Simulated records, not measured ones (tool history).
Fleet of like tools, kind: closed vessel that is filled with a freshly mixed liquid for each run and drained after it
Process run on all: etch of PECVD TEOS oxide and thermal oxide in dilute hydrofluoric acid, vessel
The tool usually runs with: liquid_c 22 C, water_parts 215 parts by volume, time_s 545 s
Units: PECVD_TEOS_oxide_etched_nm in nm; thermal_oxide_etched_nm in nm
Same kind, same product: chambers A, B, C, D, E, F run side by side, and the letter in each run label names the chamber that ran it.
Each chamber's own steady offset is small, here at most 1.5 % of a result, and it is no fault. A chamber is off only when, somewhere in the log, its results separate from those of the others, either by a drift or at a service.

run,day,liquid_c,water_parts,time_s,hours since the thermometer was replaced,hours since the hydrofluoric acid flow meter was replaced,"read-back film thickness of the PECVD TEOS oxide reference wafer, read on the same gauge (nm)","read-back film thickness of the thermal oxide reference wafer, read on the same gauge (nm)",PECVD_TEOS_oxide_etched_nm,thermal_oxide_etched_nm
1E,0.371,22,215,545,1023.1,602.8,120.02,80.012,25.088,9.5274
2B,0.617,22,215,545,1345.7,1253.7,119.95,79.994,24.895,9.6168
3C,0.829,22,215,545,895,259,120.01,79.98,24.674,9.3777
4F,1.004,22,215,545,581,383.3,120.02,80.022,25.052,9.4189
5D,1.221,22,315,325,213.9,257.8,119.98,80.044,9.2598,3.598
6A,1.471,22,315,325,276.6,524.2,119.98,80.011,9.1118,3.5636
7A,1.804,22,315,325,284.6,532.2,119.98,80.026,9.0838,3.5336
8B,2.188,22,315,325,1383.4,1291.4,119.99,80.012,9.2249,3.5394
9F,2.571,22,315,325,618.6,420.9,119.99,80.01,9.1871,3.5251
10E,2.783,22,315,325,1081,660.7,120,80.028,9.3196,3.5178
11C,3.1,22,215,320,949.5,313.5,120.01,80.006,14.493,5.5998
12D,3.396,22,215,320,266.1,310,119.98,80.007,14.638,5.6954
13F,3.692,22,215,320,645.5,447.8,120,80.005,14.734,5.6549
14B,3.95,22,215,320,1425.7,1333.7,119.98,80.019,14.725,5.641
# day 4.2: chamber F: hydrofluoric acid flow meter replaced
15D,4.304,22,215,320,287.9,331.8,120,80.011,14.586,5.6308
16A,4.625,22,215,320,352.3,599.9,120.02,79.969,14.493,5.6314
17C,4.8,22,215,545,990.3,354.3,119.98,80.028,25.133,9.5209
18E,5.142,22,215,545,1137.6,717.3,120,79.998,25.065,9.4033
19B,5.379,22,215,420,1460,1368,119.96,79.999,19.288,7.3504
20A,5.771,22,215,420,379.8,627.4,119.99,80.052,19.082,7.3782
21F,6.092,22,215,420,703.1,45.4,120.01,80.009,19.456,7.254
22C,6.338,22,215,420,1027.2,391.2,120.03,80.013,19.123,7.3426
# day 6.55: chamber E: thermometer replaced
23E,6.729,22,215,420,4.3,755.4,120.02,80.013,19.197,7.2794
24D,7.05,22,215,420,353.8,397.7,120.01,80.056,19.154,7.5048
25F,7.267,22,215,545,731.3,73.6,120.03,79.998,25.278,9.6093
26A,7.65,22,215,545,424.9,672.5,120.01,79.987,24.422,9.604
27E,8.008,22,215,545,35,786.1,120,79.938,24.861,9.3136
28B,8.358,22,290,545,1531.5,1439.5,120.01,80.007,17.018,6.531
29C,8.683,22,290,545,1083.5,447.5,119.98,79.978,17.181,6.5568
30D,8.954,22,290,545,399.5,443.4,120.04,80.039,17.089,6.726
31E,9.225,22,290,545,64.2,815.3,119.98,80.017,17.113,6.4859
32D,9.462,22,290,545,411.7,455.6,120.02,80.02,17.225,6.6466
33A,9.788,22,290,545,476.2,723.8,120.02,79.986,17.051,6.6637
34F,10.071,22,215,545,798.6,140.9,120.01,80.004,25.159,9.5596
35B,10.3,22,215,545,1578.1,1486.1,119.99,79.995,25.029,9.5269
36C,10.608,22,215,545,1129.7,493.7,119.97,79.953,24.869,9.5218
37F,10.938,22,215,545,819.4,161.7,119.98,79.979,25.207,9.5547
38C,11.292,22,150,435,1146.1,510.1,120,79.951,30.223,11.615
39B,11.521,22,150,435,1607.4,1515.4,119.99,79.999,30.439,11.703

For the next run the whole fleet of 6 chambers uses the same settings. Give each chamber's results:
40A,11.808,22,215,545,,,,,?,?
40B,11.808,22,215,545,,,,,?,?
40C,11.808,22,215,545,,,,,?,?
40D,11.808,22,215,545,,,,,?,?
40E,11.808,22,215,545,,,,,?,?
40F,11.808,22,215,545,,,,,?,?

run,PECVD_TEOS_oxide_etched_nm,thermal_oxide_etched_nm
40A,24.776,9.5963
40B,24.861,9.54
40C,25.018,9.543
40D,24.792,9.5896
40E,25.043,9.4748
40F,25.076,9.4761
